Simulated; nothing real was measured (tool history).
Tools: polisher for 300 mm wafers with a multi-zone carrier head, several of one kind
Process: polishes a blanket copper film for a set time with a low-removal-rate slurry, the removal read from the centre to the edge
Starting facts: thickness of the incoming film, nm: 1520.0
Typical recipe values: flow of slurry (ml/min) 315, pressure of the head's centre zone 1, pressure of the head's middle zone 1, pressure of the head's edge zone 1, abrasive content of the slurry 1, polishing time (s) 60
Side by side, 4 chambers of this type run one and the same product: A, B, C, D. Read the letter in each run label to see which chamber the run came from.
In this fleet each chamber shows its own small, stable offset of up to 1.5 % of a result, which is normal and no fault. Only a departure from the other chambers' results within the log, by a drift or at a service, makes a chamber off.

run   hour  flow of slurry (ml/min)  pressure of the head's centre zone  pressure of the head's middle zone  pressure of the head's edge zone  abrasive content of the slurry  polishing time (s)  film removed at the wafer's centre (angstrom)  film removed at mid-radius (angstrom)  film removed at the wafer's edge (angstrom)
 1C    4.3                      315                                   1                                   1                                 1                               1                  60                                         1437.9                                 1394.5                                         1455
 2A    6.7                      315                                   1                                   1                                 1                               1                  60                                         1456.1                                 1403.3                                       1464.3
 3B    9.2                      315                                   1                                   1                                 1                               1                  60                                         1433.4                                 1422.8                                       1435.6
 4D   13.6                      315                                   1                                   1                                 1                               1                  60                                         1435.9                                 1456.4                                       1426.2
      15.8  -- chamber D: worn pad replaced by a new one
 5C   16.1                      315                                   1                                   1                                 1                               1                  60                                         1422.5                                   1451                                       1433.5
 6D     19                      315                                   1                                   1                                 1                               1                  60                                         1462.8                                 1442.2                                       1445.3
      19.3  -- chamber A: worn pad replaced by a new one
 7A   21.3                      315                                   1                                   1                                 1                               1                  60                                         1456.7                                   1405                                       1448.1
 8B   25.7                      315                                   1                                   1                                 1                               1                  60                                         1431.4                                 1425.1                                       1440.6
 9A   29.7                      315                                   1                                   1                                 1                               1                  60                                         1459.7                                 1429.5                                       1447.1
      34.2  -- chamber D: slurry nozzle cleaned
      34.2  -- chamber A: centre zone pressure recalibrated
10B   34.6                      315                                   1                                   1                                 1                               1                  60                                         1427.4                                 1409.8                                       1427.7
11D   37.1                      315                                   1                                   1                                 1                               1                  60                                           1473                                 1440.5                                       1438.7
      38.4  -- chamber C: edge zone pressure recalibrated
12C   39.3                      315                                   1                                   1                                 1                               1                  60                                         1425.8                                 1430.4                                       1443.7
13B   42.7                      315                                   1                                   1                                 1                               1                  60                                         1425.2                                 1445.5                                       1438.9
14C   47.8                      315                                   1                                   1                                 1                               1                  60                                           1452                                 1422.3                                       1447.6
15D   52.8                      315                                   1                                   1                                 1                               1                  60                                         1465.4                                 1453.7                                       1437.5
16A   57.2                      315                                   1                                   1                                 1                               1                  60                                         1534.5                                 1405.6                                       1440.2
17A   60.2                      315                                   1                                   1                                 1                               1                  60                                         1531.2                                 1419.3                                         1461
18B   63.3                      315                                   1                                   1                                 1                               1                  60                                         1416.3                                 1447.2                                         1454
19C   65.8                      315                                   1                                   1                                 1                               1                  60                                         1441.3                                 1423.6                                       1451.2
20D   68.5                      315                                   1                                   1                                 1                               1                  60                                         1446.7                                 1442.4                                       1440.2
      68.8  -- chamber C: worn pad replaced by a new one
21A   72.1                      315                                   1                                0.89                              1.12                               1                  60                                         1562.6                                 1275.5                                       1527.7
22D   75.7                      315                                   1                                0.89                              1.12                               1                  60                                         1445.7                                 1300.7                                       1543.4
23B   78.1                      315                                   1                                0.89                              1.12                               1                  60                                         1430.9                                 1293.5                                       1544.6
      82.1  -- chamber B: edge zone pressure recalibrated
24C   82.5                      315                                   1                                0.89                              1.12                               1                  60                                         1417.6                                 1314.2                                       1533.4
        84  -- chamber D: edge zone pressure recalibrated
25B   86.5                      315                                   1                                   1                                 1                               1                  60                                           1414                                 1433.5                                       1451.1
26A   89.8                      315                                   1                                   1                                 1                               1                  60                                         1539.8                                   1449                                       1444.4
27D     94                      315                                0.92                                   1                                 1                             1.3                  60                                         1397.7                                 1543.7                                       1531.8
28C   96.3                      315                                0.92                                   1                                 1                             1.3                  60                                         1398.6                                 1539.6                                       1566.5
29B   98.8                      315                                0.92                                   1                                 1                             1.3                  60                                         1396.1                                 1542.1                                       1518.8
30A  103.1                      315                                0.92                                   1                                 1                             1.3                  60                                         1489.9                                 1511.6                                         1536
31D    107                      245                                   1                                   1                                 1                               1                  60                                         1410.7                                 1408.7                                       1397.2
32C  111.2                      245                                   1                                   1                                 1                               1                  60                                         1419.4                                 1391.5                                         1420
33C  113.5                      245                                   1                                   1                                 1                               1                  60                                         1379.4                                 1380.7                                         1408

For the next run the whole fleet of 4 chambers uses the same settings. Give each chamber's results:
34A  117.1                      315                                   1                                   1                                 1                               1                  60                                              ?                                      ?                                            ?
34B  117.1                      315                                   1                                   1                                 1                               1                  60                                              ?                                      ?                                            ?
34C  117.1                      315                                   1                                   1                                 1                               1                  60                                              ?                                      ?                                            ?
34D  117.1                      315                                   1                                   1                                 1                               1                  60                                              ?                                      ?                                            ?

run  film removed at the wafer's centre (angstrom)  film removed at mid-radius (angstrom)  film removed at the wafer's edge (angstrom)
34A                                         1531.4                                 1445.7                                       1433.1
34B                                         1411.7                                 1396.8                                       1451.7
34C                                         1445.4                                 1437.8                                       1432.9
34D                                         1448.5                                   1440                                       1427.9
